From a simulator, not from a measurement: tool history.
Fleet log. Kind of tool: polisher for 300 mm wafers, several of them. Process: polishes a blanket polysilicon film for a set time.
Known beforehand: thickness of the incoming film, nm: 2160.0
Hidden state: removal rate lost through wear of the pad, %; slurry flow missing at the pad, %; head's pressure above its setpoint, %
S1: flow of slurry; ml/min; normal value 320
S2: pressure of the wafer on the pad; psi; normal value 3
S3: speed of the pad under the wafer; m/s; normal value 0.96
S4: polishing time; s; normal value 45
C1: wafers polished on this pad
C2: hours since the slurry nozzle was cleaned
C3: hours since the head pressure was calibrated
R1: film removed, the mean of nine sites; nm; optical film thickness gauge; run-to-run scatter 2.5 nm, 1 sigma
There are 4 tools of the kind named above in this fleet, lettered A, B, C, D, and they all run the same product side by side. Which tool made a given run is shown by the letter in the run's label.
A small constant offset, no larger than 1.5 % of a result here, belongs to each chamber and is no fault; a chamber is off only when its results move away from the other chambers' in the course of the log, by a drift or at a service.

Run 1A, hour 13.2: usual settings; C1 481; C2 76; C3 276.6. Result: R1 379.84 nm.
At hour 15.9: chamber A: worn pad replaced by a new one.
Run 2B, hour 22.6: usual settings; C1 324; C2 272.4; C3 788.1. Result: R1 386.72 nm.
At hour 36.8: chamber C: worn pad replaced by a new one.
Run 3C, hour 37.4: usual settings; C1 5; C2 306.3; C3 1208.9. Result: R1 380.97 nm.
Run 4D, hour 48.1: usual settings; C1 600; C2 257.1; C3 496.2. Result: R1 377.89 nm.
Run 5C, hour 57.8: usual settings but S2 3.6 psi, S4 54 s; C1 180; C2 326.7; C3 1229.3. Result: R1 553.95 nm.
Run 6A, hour 67: usual settings but S2 3.6 psi, S4 54 s; C1 437; C2 129.8; C3 330.4. Result: R1 540.69 nm.
At hour 73: chamber B: worn pad replaced by a new one.
At hour 74.9: chamber D: slurry nozzle cleaned.
Run 7B, hour 78.9: usual settings but S2 3.6 psi, S4 54 s; C1 51; C2 328.7; C3 844.4. Result: R1 549.98 nm.
At hour 84: chamber A: worn pad replaced by a new one.
Run 8D, hour 89.7: usual settings but S2 3.6 psi, S4 54 s; C1 957; C2 14.8; C3 537.8. Result: R1 551.37 nm.
At hour 92.6: chamber C: worn pad replaced by a new one.
Run 9C, hour 101.8: usual settings but S4 56 s; C1 79; C2 370.7; C3 1273.3. Result: R1 475.83 nm.
Run 10D, hour 116: usual settings but S4 56 s; C1 1182; C2 41.1; C3 564.1. Result: R1 472.47 nm.
Run 11B, hour 123.1: usual settings but S4 56 s; C1 429; C2 372.9; C3 888.6. Result: R1 474.44 nm.
At hour 130.9: chamber D: worn pad replaced by a new one.
Run 12A, hour 138.2: usual settings but S4 56 s; C1 464; C2 201; C3 401.6. Result: R1 466.68 nm.
Run 13D, hour 148.3: usual settings but S1 225 ml/min; C1 149; C2 73.4; C3 596.4. Result: R1 370.03 nm.
At hour 149.4: chamber C: worn pad replaced by a new one.
Run 14A, hour 155.1: usual settings but S1 225 ml/min; C1 609; C2 217.9; C3 418.5. Result: R1 365.15 nm.
At hour 155.9: chamber A: worn pad replaced by a new one.
Run 15C, hour 162.3: usual settings but S1 225 ml/min; C1 110; C2 431.2; C3 1333.8. Result: R1 368.37 nm.
At hour 166.6: chamber C: head pressure recalibrated.
Run 16B, hour 173.8: usual settings but S1 225 ml/min; C1 863; C2 423.6; C3 939.3. Result: R1 365.75 nm.
Run 17C, hour 182.5: usual settings; C1 283; C2 451.4; C3 16. Result: R1 404.82 nm.
At hour 187.1: chamber B: worn pad replaced by a new one.
At hour 190.9: chamber B: slurry nozzle cleaned.
Run 18A, hour 193.8: usual settings; C1 324; C2 256.6; C3 457.2. Result: R1 377.96 nm.
At hour 203: chamber C: worn pad replaced by a new one.
Run 19B, hour 207.5: usual settings; C1 175; C2 16.6; C3 973. Result: R1 381.62 nm.
At hour 215.3: chamber A: worn pad replaced by a new one.
Run 20D, hour 217.8: usual settings; C1 744; C2 142.9; C3 665.9. Result: R1 376.36 nm.
At hour 220.9: chamber A: head pressure recalibrated.
Run 21A, hour 227.6: usual settings; C1 105; C2 290.4; C3 6.7. Result: R1 376.25 nm.
Run 22B, hour 237.7: usual settings; C1 433; C2 46.8; C3 1003.2. Result: R1 383.31 nm.
Run 23D, hour 247.4: usual settings; C1 997; C2 172.5; C3 695.5. Result: R1 379.57 nm.
Run 24C, hour 260.4: usual settings; C1 492; C2 529.3; C3 93.9. Result: R1 403.41 nm.
Run 25B, hour 274.6: usual settings; C1 749; C2 83.7; C3 1040.1. Result: R1 381.53 nm.

All 4 chambers run these settings next. Forecast each chamber's results:
Run 26A, hour 285.9: usual settings. Result: R1 ?.
Run 26B, hour 285.9: usual settings. Result: R1 ?.
Run 26C, hour 285.9: usual settings. Result: R1 ?.
Run 26D, hour 285.9: usual settings. Result: R1 ?.

run      R1
26A  379.57
26B  385.17
26C  404.52
26D   383.2
